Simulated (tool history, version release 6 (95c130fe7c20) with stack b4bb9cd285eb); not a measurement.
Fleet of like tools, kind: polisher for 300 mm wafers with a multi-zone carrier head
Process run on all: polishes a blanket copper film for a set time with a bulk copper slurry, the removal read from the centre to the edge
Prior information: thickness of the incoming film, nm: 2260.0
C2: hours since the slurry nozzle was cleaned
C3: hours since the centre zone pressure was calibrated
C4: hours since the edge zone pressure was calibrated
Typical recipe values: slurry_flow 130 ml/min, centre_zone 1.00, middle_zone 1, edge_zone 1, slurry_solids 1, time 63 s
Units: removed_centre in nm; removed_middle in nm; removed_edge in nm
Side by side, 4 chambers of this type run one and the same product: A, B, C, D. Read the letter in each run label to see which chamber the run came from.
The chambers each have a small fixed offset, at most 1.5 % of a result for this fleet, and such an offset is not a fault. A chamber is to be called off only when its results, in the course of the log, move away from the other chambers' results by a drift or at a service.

Run 1A, day 0.200: usual settings; wafers polished on this pad 536; C2 690.4; C3 83.0; C4 560.3. Result: removed_centre 630.28 nm, removed_middle 642.49 nm, removed_edge 626.37 nm.
Run 2B, day 0.450: usual settings; wafers polished on this pad 258; C2 783.2; C3 1108.8; C4 871.5. Result: removed_centre 643.51 nm, removed_middle 628.06 nm, removed_edge 622.23 nm.
Run 3C, day 0.571: usual settings; wafers polished on this pad 367; C2 271.4; C3 518.1; C4 99.4. Result: removed_centre 630.97 nm, removed_middle 639.20 nm, removed_edge 647.45 nm.
Run 4D, day 0.779: usual settings; wafers polished on this pad 1129; C2 146.1; C3 261.6; C4 904.8. Result: removed_centre 640.86 nm, removed_middle 614.84 nm, removed_edge 623.84 nm.
Run 5B, day 1.029: usual settings; wafers polished on this pad 439; C2 797.1; C3 1122.7; C4 885.4. Result: removed_centre 637.55 nm, removed_middle 617.98 nm, removed_edge 632.39 nm.
Run 6C, day 1.200: usual settings; wafers polished on this pad 564; C2 286.5; C3 533.2; C4 114.5. Result: removed_centre 635.97 nm, removed_middle 635.35 nm, removed_edge 654.65 nm.
Run 7A, day 1.408: usual settings; wafers polished on this pad 915; C2 719.4; C3 112.0; C4 589.3. Result: removed_centre 624.34 nm, removed_middle 648.24 nm, removed_edge 636.09 nm.
Run 8D, day 1.558: usual settings; wafers polished on this pad 1373; C2 164.8; C3 280.3; C4 923.5. Result: removed_centre 627.87 nm, removed_middle 623.19 nm, removed_edge 631.41 nm.
At day 1.625: chamber D: worn pad replaced by a new one.
Run 9B, day 1.800: usual settings; wafers polished on this pad 681; C2 815.6; C3 1141.2; C4 903.9. Result: removed_centre 640.10 nm, removed_middle 626.40 nm, removed_edge 618.12 nm.
At day 1.879: chamber A: worn pad replaced by a new one.
At day 1.904: chamber A: slurry nozzle cleaned.
Run 10A, day 1.946: usual settings; wafers polished on this pad 20; C2 1.1; C3 124.9; C4 602.2. Result: removed_centre 636.29 nm, removed_middle 630.82 nm, removed_edge 626.67 nm.
At day 1.958: chamber B: worn pad replaced by a new one.
Run 11C, day 2.133: usual settings; wafers polished on this pad 857; C2 308.9; C3 555.6; C4 136.9. Result: removed_centre 629.15 nm, removed_middle 630.51 nm, removed_edge 640.64 nm.
Run 12D, day 2.308: usual settings; wafers polished on this pad 215; C2 182.8; C3 298.3; C4 941.5. Result: removed_centre 617.91 nm, removed_middle 629.48 nm, removed_edge 630.27 nm.
At day 2.438: chamber C: worn pad replaced by a new one.
Run 13A, day 2.488: usual settings but slurry_flow 165 ml/min; wafers polished on this pad 190; C2 14.1; C3 137.9; C4 615.2. Result: removed_centre 678.57 nm, removed_middle 665.29 nm, removed_edge 647.49 nm.
At day 2.633: chamber B: centre zone pressure recalibrated.
Run 14D, day 2.650: usual settings but slurry_flow 165 ml/min; wafers polished on this pad 322; C2 191.0; C3 306.5; C4 949.7. Result: removed_centre 663.90 nm, removed_middle 646.97 nm, removed_edge 657.15 nm.
Run 15C, day 2.829: usual settings but slurry_flow 165 ml/min; wafers polished on this pad 123; C2 325.6; C3 572.3; C4 153.6. Result: removed_centre 674.63 nm, removed_middle 678.72 nm, removed_edge 659.53 nm.
Run 16B, day 3.075: usual settings but slurry_flow 165 ml/min; wafers polished on this pad 351; C2 846.2; C3 10.7; C4 934.5. Result: removed_centre 660.66 nm, removed_middle 657.17 nm, removed_edge 641.36 nm.
Run 17A, day 3.321: usual settings; wafers polished on this pad 451; C2 34.1; C3 157.9; C4 635.2. Result: removed_centre 642.69 nm, removed_middle 648.67 nm, removed_edge 630.00 nm.
At day 3.446: chamber C: slurry nozzle cleaned.
Run 18C, day 3.462: usual settings; wafers polished on this pad 321; C2 0.4; C3 587.5; C4 168.8. Result: removed_centre 635.06 nm, removed_middle 638.51 nm, removed_edge 639.46 nm.
Run 19B, day 3.617: usual settings but centre_zone 1.12, time 80 s; wafers polished on this pad 521; C2 859.2; C3 23.7; C4 947.5. Result: removed_centre 903.59 nm, removed_middle 795.89 nm, removed_edge 788.93 nm.
At day 3.817: chamber B: worn pad replaced by a new one.
Run 20D, day 3.821: usual settings but centre_zone 1.12, time 80 s; wafers polished on this pad 689; C2 219.1; C3 334.6; C4 977.8. Result: removed_centre 894.95 nm, removed_middle 776.59 nm, removed_edge 800.53 nm.
At day 3.917: chamber D: edge zone pressure recalibrated.
Run 21B, day 3.942: usual settings but centre_zone 1.12, time 80 s; wafers polished on this pad 39; C2 867.0; C3 31.5; C4 955.3. Result: removed_centre 914.79 nm, removed_middle 797.24 nm, removed_edge 796.60 nm.
Run 22D, day 4.154: usual settings but centre_zone 1.12, time 80 s; wafers polished on this pad 793; C2 227.1; C3 342.6; C4 5.8. Result: removed_centre 870.29 nm, removed_middle 761.49 nm, removed_edge 778.87 nm.
Run 23A, day 4.300: usual settings; wafers polished on this pad 758; C2 57.6; C3 181.4; C4 658.7. Result: removed_centre 635.73 nm, removed_middle 629.25 nm, removed_edge 627.66 nm.
Run 24C, day 4.533: usual settings; wafers polished on this pad 657; C2 26.1; C3 613.2; C4 194.5. Result: removed_centre 627.15 nm, removed_middle 633.88 nm, removed_edge 642.95 nm.
Run 25D, day 4.650: usual settings; wafers polished on this pad 949; C2 239.0; C3 354.5; C4 17.7. Result: removed_centre 617.18 nm, removed_middle 610.82 nm, removed_edge 626.05 nm.
Run 26A, day 4.825: usual settings; wafers polished on this pad 923; C2 70.2; C3 194.0; C4 671.3. Result: removed_centre 626.56 nm, removed_middle 642.50 nm, removed_edge 630.92 nm.
Run 27C, day 4.971: usual settings; wafers polished on this pad 794; C2 36.6; C3 623.7; C4 205.0. Result: removed_centre 637.44 nm, removed_middle 637.25 nm, removed_edge 639.23 nm.
Run 28B, day 5.167: usual settings; wafers polished on this pad 423; C2 896.4; C3 60.9; C4 984.7. Result: removed_centre 640.50 nm, removed_middle 627.35 nm, removed_edge 626.22 nm.
Run 29D, day 5.333: usual settings but centre_zone 1.07; wafers polished on this pad 1163; C2 255.4; C3 370.9; C4 34.1. Result: removed_centre 652.53 nm, removed_middle 604.24 nm, removed_edge 610.07 nm.
At day 5.458: chamber C: worn pad replaced by a new one.
At day 5.529: chamber A: worn pad replaced by a new one.
Run 30C, day 5.567: usual settings but centre_zone 1.07; wafers polished on this pad 35; C2 50.9; C3 638.0; C4 219.3. Result: removed_centre 680.63 nm, removed_middle 629.44 nm, removed_edge 637.79 nm.
Run 31B, day 5.725: usual settings but centre_zone 1.07; wafers polished on this pad 598; C2 909.8; C3 74.3; C4 998.1. Result: removed_centre 677.46 nm, removed_middle 622.04 nm, removed_edge 627.35 nm.
Run 32A, day 5.850: usual settings but centre_zone 1.07; wafers polished on this pad 100; C2 94.8; C3 218.6; C4 695.9. Result: removed_centre 686.68 nm, removed_middle 634.90 nm, removed_edge 625.07 nm.
At day 6.025: chamber D: worn pad replaced by a new one.
At day 6.025: chamber B: worn pad replaced by a new one.
Run 33A, day 6.088: usual settings; wafers polished on this pad 175; C2 100.5; C3 224.3; C4 701.6. Result: removed_centre 632.12 nm, removed_middle 633.29 nm, removed_edge 624.31 nm.
Run 34C, day 6.325: usual settings; wafers polished on this pad 272; C2 69.1; C3 656.2; C4 237.5. Result: removed_centre 636.79 nm, removed_middle 637.91 nm, removed_edge 634.47 nm.
Run 35D, day 6.454: usual settings but slurry_flow 105 ml/min; wafers polished on this pad 134; C2 282.3; C3 397.8; C4 61.0. Result: removed_centre 568.18 nm, removed_middle 567.28 nm, removed_edge 592.01 nm.
Run 36B, day 6.575: usual settings but slurry_flow 105 ml/min; wafers polished on this pad 173; C2 930.2; C3 94.7; C4 1018.5. Result: removed_centre 607.30 nm, removed_middle 597.85 nm, removed_edge 605.91 nm.
Run 37D, day 6.733: usual settings but slurry_flow 105 ml/min; wafers polished on this pad 222; C2 289.0; C3 404.5; C4 67.7. Result: removed_centre 545.90 nm, removed_middle 563.09 nm, removed_edge 586.24 nm.
At day 6.846: chamber B: slurry nozzle cleaned.
Run 38A, day 6.883: usual settings but slurry_flow 105 ml/min; wafers polished on this pad 424; C2 119.6; C3 243.4; C4 720.7. Result: removed_centre 592.36 nm, removed_middle 620.22 nm, removed_edge 609.24 nm.
Run 39B, day 7.033: usual settings; wafers polished on this pad 317; C2 4.5; C3 105.7; C4 1029.5. Result: removed_centre 638.15 nm, removed_middle 631.32 nm, removed_edge 628.67 nm.
Run 40C, day 7.192: usual settings; wafers polished on this pad 544; C2 89.9; C3 677.0; C4 258.3. Result: removed_centre 631.43 nm, removed_middle 630.69 nm, removed_edge 644.08 nm.

Does one chamber stand apart from the rest, does the shared gauge drift, or is all well apart from small per-chamber offsets? Give the chamber and the most likely cause, where there is one.

One chamber, D, drifts off from the rest bit by bit.
Most likely cause: slurry flow missing at the pad, % = 23.8.

Chamber D could run next with any of the 4 candidate recipes listed below; each alters the usual settings, and their results appear as question marks. Which one brings its results back in line with what the other chambers deliver on the usual settings?
In line means no further than this from the other chambers' mean on the usual settings: removed_centre 27.00 nm; removed_middle 20.00 nm; removed_edge 23.00 nm
Run 41D-1, day 7.379: usual settings but slurry_flow 115 ml/min, centre_zone 0.96, middle_zone 0.95, edge_zone 1.04, time 57 s. Result: removed_centre ?, removed_middle ?, removed_edge ?.
Run 41D-2, day 7.379: usual settings but slurry_flow 145 ml/min, centre_zone 1.03, middle_zone 1.05, edge_zone 0.96, time 70 s. Result: removed_centre ?, removed_middle ?, removed_edge ?.
Run 41D-3, day 7.379: usual settings but slurry_flow 125 ml/min, centre_zone 0.98, middle_zone 0.98, edge_zone 1.02, time 60 s. Result: removed_centre ?, removed_middle ?, removed_edge ?.
Run 41D-4, day 7.379: usual settings but slurry_flow 135 ml/min, centre_zone 1.02, middle_zone 1.02, edge_zone 0.98, time 66 s. Result: removed_centre ?, removed_middle ?, removed_edge ?.

The mean the other chambers reach with the usual settings: removed_centre 633.63 nm; removed_middle 634.40 nm; removed_edge 631.15 nm
  run  removed_centre  removed_middle  removed_edge
41D-1          482.50          485.32        538.36
41D-2          690.89          698.68        662.15
41D-3          535.13          539.34        570.25
41D-4          630.58          629.23        623.13
Change 41D-4 lands the chamber within the allowed miss of the other chambers.

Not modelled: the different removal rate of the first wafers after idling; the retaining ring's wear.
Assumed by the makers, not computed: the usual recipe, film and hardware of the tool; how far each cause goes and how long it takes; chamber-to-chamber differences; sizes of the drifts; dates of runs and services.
